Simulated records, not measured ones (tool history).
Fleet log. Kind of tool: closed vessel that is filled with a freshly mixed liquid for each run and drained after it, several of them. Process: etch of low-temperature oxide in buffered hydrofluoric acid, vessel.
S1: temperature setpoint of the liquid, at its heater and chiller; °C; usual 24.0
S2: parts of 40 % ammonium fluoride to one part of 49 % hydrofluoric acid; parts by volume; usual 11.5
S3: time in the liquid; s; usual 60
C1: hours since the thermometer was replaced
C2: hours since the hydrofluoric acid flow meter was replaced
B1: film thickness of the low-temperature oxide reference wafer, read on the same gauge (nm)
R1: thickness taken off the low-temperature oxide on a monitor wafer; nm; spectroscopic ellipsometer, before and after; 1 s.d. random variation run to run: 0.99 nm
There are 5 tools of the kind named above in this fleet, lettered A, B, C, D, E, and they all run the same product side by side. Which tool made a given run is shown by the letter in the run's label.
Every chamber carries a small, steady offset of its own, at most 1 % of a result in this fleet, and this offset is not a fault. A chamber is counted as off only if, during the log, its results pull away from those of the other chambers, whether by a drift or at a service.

run,hour,S1,S2,S3,C1,C2,B1,R1
1E,7.2,24.0,11.5,60,1901.7,1792.6,29.995,102.880
2C,13.9,24.0,11.5,60,614.4,194.6,30.029,103.330
3B,21.4,24.0,11.5,60,997.0,232.5,29.988,104.710
4D,28.4,24.0,11.5,60,1352.8,1585.0,29.945,104.810
5A,35.3,24.0,11.5,60,1379.9,933.0,29.977,103.840
6A,40.8,24.0,11.5,60,1385.4,938.5,30.021,105.320
7E,47.8,24.0,11.5,60,1942.3,1833.2,29.986,104.310
8D,53.0,24.0,11.5,60,1377.4,1609.6,30.002,104.730
9B,60.8,24.0,11.5,60,1036.4,271.9,29.999,102.750
10C,66.1,24.0,11.5,60,666.6,246.8,30.043,103.890
11D,69.9,24.0,11.5,60,1394.3,1626.5,29.985,104.980
12C,76.9,24.0,11.5,60,677.4,257.6,29.982,105.050
13B,82.3,24.0,11.5,70,1057.9,293.4,30.033,121.150
14A,86.4,24.0,11.5,70,1431.0,984.1,29.983,122.090
15E,92.7,24.0,11.5,70,1987.2,1878.1,29.992,121.230
16A,96.4,24.0,11.5,70,1441.0,994.1,29.983,122.130
17C,102.8,24.0,11.5,70,703.3,283.5,29.980,119.920
18D,109.6,24.0,11.5,60,1434.0,1666.2,29.966,103.850
19B,116.2,24.0,11.5,60,1091.8,327.3,29.968,104.470
20E,121.9,27.5,11.5,60,2016.4,1907.3,30.001,126.430
21A,125.7,27.5,11.5,60,1470.3,1023.4,29.997,127.010
22C,129.6,27.5,11.5,60,730.1,310.3,29.947,121.510
23B,137.4,27.5,11.5,60,1113.0,348.5,29.985,122.160
24D,142.0,27.5,11.5,60,1466.4,1698.6,29.949,127.570
25E,145.6,24.0,11.5,60,2040.1,1931.0,29.989,102.880
26E,152.7,24.0,15.5,50,2047.2,1938.1,30.035,65.018
# hour 155.4: chamber E: hydrofluoric acid flow meter replaced
27A,156.6,24.0,15.5,50,1501.2,1054.3,30.057,65.040
28C,162.2,24.0,15.5,50,762.7,342.9,30.027,61.417
29B,168.5,24.0,15.5,50,1144.1,379.6,29.986,63.540
30D,172.6,24.0,15.5,50,1497.0,1729.2,29.995,64.624
31E,180.2,24.0,11.5,60,2074.7,24.9,29.981,105.230
32A,187.2,22.5,11.5,85,1531.8,1084.9,29.993,136.100
33B,194.8,22.5,11.5,85,1170.4,405.9,29.992,135.460
34D,199.5,22.5,11.5,85,1523.9,1756.1,30.007,133.840
35C,204.4,22.5,11.5,85,804.9,385.1,29.936,125.550
36D,212.2,22.5,11.5,85,1536.6,1768.8,30.018,139.940
37A,219.4,24.0,11.5,60,1564.0,1117.1,29.969,103.590
38B,226.0,24.0,11.5,60,1201.6,437.1,29.957,101.980

Is one chamber off against the others, does the gauge drift, or is nothing wrong? If a chamber is off, say which, and what the likeliest cause is.

One chamber, C, drifts off from the rest bit by bit.
Likeliest cause: hydrofluoric acid flow below the setpoint (%) = 9.21.
The log may not tell that from: liquid colder than its thermometer reads (K).

Which of the 4 candidates below, each the usual settings with something changed and its results left as question marks, puts chamber C back in line with what the other chambers give on the usual settings?
A result is in line if it is within this distance of the other chambers' mean on the usual settings: R1 3.400 nm
39C-1,231.6,24.0,12.0,60,,,,?
39C-2,231.6,24.5,11.5,60,,,,?
39C-3,231.6,24.0,10.5,60,,,,?
39C-4,231.6,24.0,11.5,55,,,,?

Usual-settings mean across the other chambers: R1 104.190 nm
run,R1
39C-1,91.299
39C-2,97.803
39C-3,103.830
39C-4,87.196
It is 39C-3 that realigns the chamber with its peers.
